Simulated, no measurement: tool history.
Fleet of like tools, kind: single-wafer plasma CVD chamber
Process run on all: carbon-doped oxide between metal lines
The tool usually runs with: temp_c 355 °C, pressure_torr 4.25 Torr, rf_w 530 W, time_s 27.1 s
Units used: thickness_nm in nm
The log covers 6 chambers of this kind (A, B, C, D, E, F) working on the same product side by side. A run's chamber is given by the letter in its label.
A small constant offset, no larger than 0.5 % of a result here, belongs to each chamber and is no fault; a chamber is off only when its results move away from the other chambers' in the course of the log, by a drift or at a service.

run,hour,temp_c,pressure_torr,rf_w,time_s,hours since the last thermocouple change,hours since the last RF generator calibration,hours since the last manometer calibration,"read-back reference wafer on the same gauge, thickness_nm",thickness_nm
1C,7.6,355,4.25,530,27.1,622.8,1774.8,98.5,158.03,138.70
2A,17.7,355,4.25,530,27.1,915.7,356.2,1567.1,158.02,137.77
3F,26.2,355,4.25,530,27.1,1984.3,1204.5,156.9,157.90,138.82
4D,32.0,355,4.25,530,27.1,831.5,603.5,151.4,157.97,138.58
5B,41.7,355,4.25,530,27.1,690.5,260.8,702.0,157.88,138.16
6E,48.6,355,4.25,530,27.1,220.8,1381.1,191.6,157.95,139.52
7F,53.3,355,4.25,530,27.1,2011.4,1231.6,184.0,157.98,138.32
8A,58.6,355,4.25,530,27.1,956.6,397.1,1608.0,158.02,137.86
9B,68.6,355,4.25,530,27.1,717.4,287.7,728.9,158.06,139.43
10D,76.1,355,4.25,530,27.1,875.6,647.6,195.5,157.97,139.52
11E,84.9,345,4.25,530,30.2,257.1,1417.4,227.9,158.03,159.35
12C,91.5,345,4.25,530,30.2,706.7,1858.7,182.4,157.96,158.79
13C,101.9,345,4.25,530,30.2,717.1,1869.1,192.8,158.13,158.39
14D,111.6,345,4.25,530,30.2,911.1,683.1,231.0,158.04,159.33
15E,118.8,345,4.25,530,30.2,291.0,1451.3,261.8,157.98,158.68
16F,125.6,345,4.25,530,30.2,2083.7,1303.9,256.3,157.94,159.11
17A,132.0,355,4.25,530,27.1,1030.0,470.5,1681.4,158.02,138.96
18B,142.4,355,4.25,530,27.1,791.2,361.5,802.7,157.90,137.71
19D,148.9,355,4.25,465,22.6,948.4,720.4,268.3,158.08,107.27
20F,157.7,355,4.25,465,22.6,2115.8,1336.0,288.4,157.94,107.53
21A,164.7,355,4.25,465,22.6,1062.7,503.2,1714.1,158.17,106.30
22C,170.5,355,4.25,465,22.6,785.7,1937.7,261.4,158.05,106.34
23B,179.5,355,4.25,465,22.6,828.3,398.6,839.8,157.90,106.71
# hour 186.3: chamber A: capacitance manometer re-zeroed and calibrated
24E,188.6,355,4.25,465,22.6,360.8,1521.1,331.6,158.01,107.07
# hour 194.4: chamber C: thermocouple changed; heater temperature recalibrated
25B,197.8,355,4.25,530,27.1,846.6,416.9,858.1,158.10,139.09
# hour 205.6: chamber C: RF generator calibrated
26A,207.3,355,4.25,530,27.1,1105.3,545.8,21.0,157.91,137.47
27D,217.3,355,4.25,530,27.1,1016.8,788.8,336.7,157.99,138.93
28F,222.9,355,4.25,530,27.1,2181.0,1401.2,353.6,157.93,139.34
# hour 226.6: chamber B: capacitance manometer re-zeroed and calibrated
29C,233.5,355,4.25,530,27.1,39.1,27.9,324.4,158.04,139.18
30E,241.9,355,4.25,530,27.1,414.1,1574.4,384.9,157.98,138.71
31D,247.8,355,4.25,530,27.1,1047.3,819.3,367.2,158.01,139.24
32E,252.7,355,4.25,530,27.1,424.9,1585.2,395.7,157.94,139.26
33B,258.2,355,4.25,530,27.1,907.0,477.3,31.6,157.96,138.63
34F,267.8,355,4.25,530,27.1,2225.9,1446.1,398.5,158.04,139.13
35C,274.4,355,4.25,530,27.1,80.0,68.8,365.3,157.88,138.46
36A,282.0,355,4.25,530,24.7,1180.0,620.5,95.7,158.02,125.71
37E,287.4,355,4.25,530,24.7,459.6,1619.9,430.4,157.99,126.69
38B,297.6,355,4.25,530,24.7,946.4,516.7,71.0,158.03,126.55
39A,308.1,355,4.25,530,24.7,1206.1,646.6,121.8,158.02,125.33

Has any chamber moved away from the others, gradually or after a service, or does the common gauge drift, or do the chambers differ only by their own small steady offsets? State the chamber and the most likely cause if one applies.

Nothing is wrong: each chamber keeps only its own small, steady offset and the gauge holds still.
